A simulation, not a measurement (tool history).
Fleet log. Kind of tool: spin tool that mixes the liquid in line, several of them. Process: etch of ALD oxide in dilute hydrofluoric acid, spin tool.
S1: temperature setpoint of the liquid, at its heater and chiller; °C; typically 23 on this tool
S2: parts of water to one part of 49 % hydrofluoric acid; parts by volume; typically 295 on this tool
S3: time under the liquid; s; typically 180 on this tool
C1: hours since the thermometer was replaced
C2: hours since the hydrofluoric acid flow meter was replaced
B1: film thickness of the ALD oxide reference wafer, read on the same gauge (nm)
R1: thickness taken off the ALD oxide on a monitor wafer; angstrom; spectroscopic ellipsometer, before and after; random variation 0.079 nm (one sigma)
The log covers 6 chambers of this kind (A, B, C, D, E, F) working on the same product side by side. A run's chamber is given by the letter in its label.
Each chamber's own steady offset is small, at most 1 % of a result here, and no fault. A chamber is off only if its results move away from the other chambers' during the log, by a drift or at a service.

run 1F day=0.292 | S1=23 S2=295 S3=180 | C1=840 C2=1451.4 | B1=59.967 | R1=81.032
run 2B day=0.767 | S1=23 S2=295 S3=180 | C1=657.7 C2=384.7 | B1=59.974 | R1=81.972
run 3C day=1.258 | S1=23 S2=295 S3=180 | C1=2581 C2=298.4 | B1=60.005 | R1=82.776
run 4A day=1.608 | S1=23 S2=295 S3=180 | C1=138.1 C2=1916.8 | B1=59.995 | R1=82.076
run 5D day=1.975 | S1=23 S2=295 S3=180 | C1=424 C2=1087.4 | B1=59.986 | R1=82.692
run 6E day=2.3 | S1=23 S2=295 S3=180 | C1=103.6 C2=1346.3 | B1=59.975 | R1=82.237
-- day=2.329 chamber F: thermometer replaced
run 7F day=2.658 | S1=23 S2=295 S3=180 | C1=8 C2=1508.2 | B1=59.986 | R1=80.685
run 8D day=3.146 | S1=23 S2=295 S3=180 | C1=452.1 C2=1115.5 | B1=60.01 | R1=82.165
run 9C day=3.733 | S1=23 S2=295 S3=180 | C1=2640.4 C2=357.8 | B1=60.008 | R1=81.757
run 10B day=4.267 | S1=23 S2=295 S3=180 | C1=741.7 C2=468.7 | B1=60.001 | R1=82.347
run 11A day=4.804 | S1=23 S2=295 S3=180 | C1=214.8 C2=1993.5 | B1=59.992 | R1=81.611
run 12E day=5.275 | S1=23 S2=295 S3=180 | C1=175 C2=1417.7 | B1=59.981 | R1=83.868
-- day=5.533 chamber F: hydrofluoric acid flow meter replaced
run 13B day=5.612 | S1=23 S2=295 S3=180 | C1=774 C2=501 | B1=59.933 | R1=82.788
run 14F day=5.967 | S1=23 S2=295 S3=180 | C1=87.4 C2=10.4 | B1=60.004 | R1=80.682
run 15C day=6.271 | S1=23 S2=295 S3=180 | C1=2701.3 C2=418.7 | B1=60.017 | R1=81.006
run 16E day=6.762 | S1=23 S2=295 S3=180 | C1=210.7 C2=1453.4 | B1=60.003 | R1=82.781
run 17D day=7.192 | S1=23 S2=295 S3=180 | C1=549.2 C2=1212.6 | B1=59.996 | R1=82.185
run 18A day=7.788 | S1=23 S2=250 S3=180 | C1=286.4 C2=2065.1 | B1=59.972 | R1=101.97
run 19D day=8.275 | S1=23 S2=250 S3=180 | C1=575.2 C2=1238.6 | B1=60.004 | R1=101.55
run 20E day=8.812 | S1=23 S2=250 S3=180 | C1=259.9 C2=1502.6 | B1=59.937 | R1=99.606
run 21B day=9.238 | S1=23 S2=250 S3=180 | C1=861 C2=588 | B1=60.011 | R1=101.12
-- day=9.446 chamber A: hydrofluoric acid flow meter replaced
run 22A day=9.658 | S1=23 S2=250 S3=180 | C1=331.3 C2=5.2 | B1=60.01 | R1=101.92
run 23F day=10.212 | S1=23 S2=250 S3=180 | C1=189.3 C2=112.3 | B1=60.029 | R1=100.03
run 24C day=10.75 | S1=23 S2=295 S3=180 | C1=2808.8 C2=526.2 | B1=59.982 | R1=80.556
run 25A day=11.017 | S1=23 S2=295 S3=180 | C1=363.9 C2=37.8 | B1=59.964 | R1=82.268
run 26C day=11.438 | S1=23 S2=295 S3=180 | C1=2825.3 C2=542.7 | B1=59.951 | R1=81.932
run 27F day=11.879 | S1=23 S2=295 S3=180 | C1=229.3 C2=152.3 | B1=59.968 | R1=81.713
run 28E day=12.175 | S1=23 S2=295 S3=180 | C1=340.6 C2=1583.3 | B1=60.048 | R1=78.813
run 29B day=12.621 | S1=23 S2=295 S3=180 | C1=942.2 C2=669.2 | B1=59.974 | R1=81.176
run 30D day=12.983 | S1=23 S2=295 S3=180 | C1=688.2 C2=1351.6 | B1=60.037 | R1=82.693
run 31C day=13.338 | S1=23 S2=295 S3=180 | C1=2870.9 C2=588.3 | B1=60.027 | R1=82.185
run 32D day=13.908 | S1=23 S2=235 S3=180 | C1=710.4 C2=1373.8 | B1=59.979 | R1=110.67
run 33A day=14.292 | S1=23 S2=235 S3=180 | C1=442.5 C2=116.4 | B1=60.023 | R1=110.61
run 34B day=14.675 | S1=23 S2=235 S3=180 | C1=991.5 C2=718.5 | B1=60.005 | R1=107.62
run 35F day=15.146 | S1=23 S2=235 S3=180 | C1=307.7 C2=230.7 | B1=60.003 | R1=110.24
run 36E day=15.683 | S1=23 S2=235 S3=180 | C1=424.8 C2=1667.5 | B1=60.006 | R1=102.45
run 37E day=15.962 | S1=23 S2=235 S3=180 | C1=431.5 C2=1674.2 | B1=60.011 | R1=101.96
run 38D day=16.371 | S1=23 S2=295 S3=180 | C1=769.5 C2=1432.9 | B1=60.022 | R1=83.42
run 39F day=16.775 | S1=23 S2=295 S3=180 | C1=346.8 C2=269.8 | B1=60.017 | R1=82.676
run 40A day=17.262 | S1=21 S2=410 S3=180 | C1=513.8 C2=187.7 | B1=60.018 | R1=51.098

The same settings go to every chamber for the next run, one line per chamber below. Forecast the results for each:
run 41A day=17.708 | S1=23 S2=295 S3=80 | R1=?
run 41B day=17.708 | S1=23 S2=295 S3=80 | R1=?
run 41C day=17.708 | S1=23 S2=295 S3=80 | R1=?
run 41D day=17.708 | S1=23 S2=295 S3=80 | R1=?
run 41E day=17.708 | S1=23 S2=295 S3=80 | R1=?
run 41F day=17.708 | S1=23 S2=295 S3=80 | R1=?

run=41A R1=36.826
run=41B R1=36.426
run=41C R1=36.706
run=41D R1=36.675
run=41E R1=33.242
run=41F R1=36.204
